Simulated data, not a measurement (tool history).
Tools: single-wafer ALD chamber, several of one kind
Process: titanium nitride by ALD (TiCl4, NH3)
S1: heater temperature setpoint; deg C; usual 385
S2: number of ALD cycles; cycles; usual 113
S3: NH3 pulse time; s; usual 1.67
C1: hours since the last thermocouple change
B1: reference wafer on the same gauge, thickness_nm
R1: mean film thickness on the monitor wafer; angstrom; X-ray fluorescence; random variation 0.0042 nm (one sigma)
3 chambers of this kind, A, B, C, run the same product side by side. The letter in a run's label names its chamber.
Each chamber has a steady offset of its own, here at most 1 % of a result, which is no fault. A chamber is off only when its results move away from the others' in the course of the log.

run 1A day=0.312 | S1=385 S2=113 S3=1.67 | C1=503.6 | B1=2.0190 | R1=24.289
run 2C day=0.612 | S1=385 S2=113 S3=1.67 | C1=887.5 | B1=2.0183 | R1=24.647
run 3B day=1.058 | S1=385 S2=113 S3=1.67 | C1=96.5 | B1=2.0181 | R1=24.468
run 4A day=1.604 | S1=385 S2=113 S3=1.67 | C1=534.6 | B1=2.0172 | R1=24.292
run 5C day=2.008 | S1=385 S2=113 S3=1.67 | C1=921.0 | B1=2.0160 | R1=24.543
run 6B day=2.400 | S1=385 S2=113 S3=1.67 | C1=128.7 | B1=2.0171 | R1=24.359
run 7C day=2.708 | S1=385 S2=113 S3=1.67 | C1=937.8 | B1=2.0146 | R1=24.536
run 8A day=2.975 | S1=385 S2=113 S3=1.67 | C1=567.5 | B1=2.0151 | R1=24.252
run 9B day=3.433 | S1=373 S2=99 S3=1.67 | C1=153.5 | B1=2.0150 | R1=20.945
run 10C day=3.783 | S1=373 S2=99 S3=1.67 | C1=963.6 | B1=2.0135 | R1=21.203
run 11B day=4.058 | S1=373 S2=99 S3=1.67 | C1=168.5 | B1=2.0132 | R1=20.955
run 12A day=4.571 | S1=385 S2=113 S3=1.67 | C1=605.8 | B1=2.0132 | R1=24.160
run 13B day=4.875 | S1=385 S2=113 S3=1.67 | C1=188.1 | B1=2.0118 | R1=24.278
run 14C day=5.321 | S1=385 S2=113 S3=1.67 | C1=1000.5 | B1=2.0110 | R1=24.457
run 15A day=5.588 | S1=385 S2=113 S3=1.67 | C1=630.2 | B1=2.0111 | R1=24.094
run 16A day=6.088 | S1=385 S2=113 S3=1.67 | C1=642.2 | B1=2.0102 | R1=24.148
run 17B day=6.562 | S1=385 S2=113 S3=1.67 | C1=228.6 | B1=2.0096 | R1=24.253
run 18C day=6.988 | S1=385 S2=113 S3=1.67 | C1=1040.5 | B1=2.0087 | R1=24.477
run 19C day=7.396 | S1=385 S2=113 S3=1.67 | C1=1050.3 | B1=2.0075 | R1=24.392
run 20A day=7.688 | S1=385 S2=113 S3=1.67 | C1=680.6 | B1=2.0079 | R1=24.037
run 21B day=8.121 | S1=385 S2=113 S3=1.67 | C1=266.0 | B1=2.0077 | R1=24.280
-- day=8.225 chamber C: thermocouple changed; heater temperature recalibrated
run 22C day=8.575 | S1=385 S2=113 S3=1.67 | C1=8.4 | B1=2.0068 | R1=24.366

All 3 chambers run these settings next. Forecast each chamber's results:
run 23A day=8.983 | S1=373 S2=113 S3=1.67 | R1=?
run 23B day=8.983 | S1=373 S2=113 S3=1.67 | R1=?
run 23C day=8.983 | S1=373 S2=113 S3=1.67 | R1=?

run=23A R1=23.748
run=23B R1=23.874
run=23C R1=23.999
